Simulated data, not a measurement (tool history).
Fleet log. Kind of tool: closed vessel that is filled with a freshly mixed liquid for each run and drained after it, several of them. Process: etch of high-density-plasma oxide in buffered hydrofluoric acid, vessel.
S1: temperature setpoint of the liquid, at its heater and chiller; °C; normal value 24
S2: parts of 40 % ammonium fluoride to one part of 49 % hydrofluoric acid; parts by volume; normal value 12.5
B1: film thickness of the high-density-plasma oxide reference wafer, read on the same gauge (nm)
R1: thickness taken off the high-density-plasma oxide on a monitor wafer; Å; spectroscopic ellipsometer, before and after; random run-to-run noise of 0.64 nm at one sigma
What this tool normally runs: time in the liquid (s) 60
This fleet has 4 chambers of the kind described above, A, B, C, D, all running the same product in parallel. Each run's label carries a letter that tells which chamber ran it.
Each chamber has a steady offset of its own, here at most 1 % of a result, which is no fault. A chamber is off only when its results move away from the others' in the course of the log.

run 1A day=0.204 | S1=24 S2=12.5 time_in_the_liquid_(s)=60 | B1=30.01 | R1=988.21
run 2B day=0.6 | S1=24 S2=12.5 time_in_the_liquid_(s)=60 | B1=29.99 | R1=978.44
run 3D day=0.896 | S1=24 S2=12.5 time_in_the_liquid_(s)=60 | B1=30.014 | R1=989.16
run 4C day=1.262 | S1=24 S2=12.5 time_in_the_liquid_(s)=60 | B1=29.984 | R1=976.84
run 5D day=1.579 | S1=24 S2=12.5 time_in_the_liquid_(s)=60 | B1=29.982 | R1=989.94
run 6B day=1.908 | S1=24 S2=12.5 time_in_the_liquid_(s)=60 | B1=29.992 | R1=977.37
-- day=2.167 chamber A: thermometer replaced
run 7A day=2.208 | S1=24 S2=15 time_in_the_liquid_(s)=70 | B1=29.998 | R1=958.18
run 8C day=2.558 | S1=24 S2=15 time_in_the_liquid_(s)=70 | B1=29.986 | R1=950.11
run 9C day=2.946 | S1=24 S2=15 time_in_the_liquid_(s)=70 | B1=29.98 | R1=950.82
run 10D day=3.271 | S1=24 S2=15 time_in_the_liquid_(s)=70 | B1=29.983 | R1=956.94
run 11A day=3.671 | S1=24 S2=12.5 time_in_the_liquid_(s)=40 | B1=30.012 | R1=650.05
run 12B day=4.067 | S1=24 S2=12.5 time_in_the_liquid_(s)=40 | B1=30.012 | R1=649.69
run 13C day=4.396 | S1=24 S2=12.5 time_in_the_liquid_(s)=40 | B1=30.017 | R1=655.82
run 14B day=4.708 | S1=24 S2=12.5 time_in_the_liquid_(s)=40 | B1=29.974 | R1=657.67
run 15A day=5.071 | S1=24 S2=12.5 time_in_the_liquid_(s)=60 | B1=29.967 | R1=960.48
run 16D day=5.433 | S1=24 S2=12.5 time_in_the_liquid_(s)=60 | B1=30.019 | R1=992.69
run 17D day=5.675 | S1=24 S2=12.5 time_in_the_liquid_(s)=60 | B1=30.002 | R1=986.57
run 18C day=5.971 | S1=24 S2=12.5 time_in_the_liquid_(s)=60 | B1=29.977 | R1=974.99
run 19B day=6.183 | S1=24 S2=12.5 time_in_the_liquid_(s)=60 | B1=30 | R1=990.7
run 20A day=6.517 | S1=24 S2=12.5 time_in_the_liquid_(s)=60 | B1=30.007 | R1=961.58
run 21A day=6.917 | S1=24 S2=12.5 time_in_the_liquid_(s)=60 | B1=30.012 | R1=957.2
run 22C day=7.179 | S1=24 S2=12.5 time_in_the_liquid_(s)=60 | B1=29.981 | R1=982.43
-- day=7.396 chamber B: thermometer replaced
run 23B day=7.592 | S1=24 S2=12.5 time_in_the_liquid_(s)=60 | B1=30.009 | R1=992.58
run 24D day=7.954 | S1=24 S2=17 time_in_the_liquid_(s)=60 | B1=30.008 | R1=737.21
run 25D day=8.212 | S1=24 S2=17 time_in_the_liquid_(s)=60 | B1=29.989 | R1=733.05
run 26B day=8.462 | S1=24 S2=17 time_in_the_liquid_(s)=60 | B1=29.981 | R1=734.85
run 27A day=8.842 | S1=24 S2=17 time_in_the_liquid_(s)=60 | B1=30.024 | R1=701.02
run 28C day=9.246 | S1=24 S2=12.5 time_in_the_liquid_(s)=60 | B1=29.996 | R1=981.75
run 29C day=9.533 | S1=24 S2=8.5 time_in_the_liquid_(s)=45 | B1=29.968 | R1=1049.2
run 30B day=9.796 | S1=24 S2=8.5 time_in_the_liquid_(s)=45 | B1=29.995 | R1=1050.2
run 31A day=10.217 | S1=24 S2=8.5 time_in_the_liquid_(s)=45 | B1=30.018 | R1=1017.3
run 32D day=10.467 | S1=24 S2=8.5 time_in_the_liquid_(s)=45 | B1=29.988 | R1=1048.4
run 33A day=10.821 | S1=24 S2=12.5 time_in_the_liquid_(s)=60 | B1=29.999 | R1=953.1
run 34B day=11.046 | S1=24 S2=12.5 time_in_the_liquid_(s)=60 | B1=30.022 | R1=990.66
run 35D day=11.467 | S1=24 S2=12.5 time_in_the_liquid_(s)=60 | B1=29.992 | R1=990.19
run 36C day=11.779 | S1=20 S2=8.5 time_in_the_liquid_(s)=60 | B1=29.995 | R1=1101
run 37D day=11.988 | S1=20 S2=8.5 time_in_the_liquid_(s)=60 | B1=29.988 | R1=1108.2
run 38B day=12.258 | S1=20 S2=8.5 time_in_the_liquid_(s)=60 | B1=29.986 | R1=1117.4
run 39C day=12.467 | S1=20 S2=8.5 time_in_the_liquid_(s)=60 | B1=30.01 | R1=1124.2
run 40A day=12.654 | S1=24 S2=12.5 time_in_the_liquid_(s)=60 | B1=30.008 | R1=922.59

Decide between three cases: one chamber stands off from its peers, the gauge reading all wafers drifts, or nothing is wrong past each chamber's small offset. Where a chamber is off, say which and what most likely put it there.

Little by little, chamber A moves away from the other chambers.
Likeliest cause: hydrofluoric acid flow below the setpoint (%) = 5.38.

Chamber A could run next with any of the 4 candidate recipes listed below; each alters the usual settings, and their results appear as question marks. Which one brings its results back in line with what the other chambers deliver on the usual settings?
Maximum distance from the other chambers' mean on the usual settings for a result to count as in line: R1 22 Å
run 41A-1 day=12.954 | S1=24 S2=12 time_in_the_liquid_(s)=65 | R1=?
run 41A-2 day=12.954 | S1=24 S2=13 time_in_the_liquid_(s)=55 | R1=?
run 41A-3 day=12.954 | S1=23 S2=12.5 time_in_the_liquid_(s)=60 | R1=?
run 41A-4 day=12.954 | S1=25 S2=12.5 time_in_the_liquid_(s)=60 | R1=?

The mean the other chambers reach with the usual settings: R1 987.23 Å
run=41A-1 R1=1051.3
run=41A-2 R1=821.51
run=41A-3 R1=881.75
run=41A-4 R1=984.53
Change 41A-4 lands the chamber within the allowed miss of the other chambers.
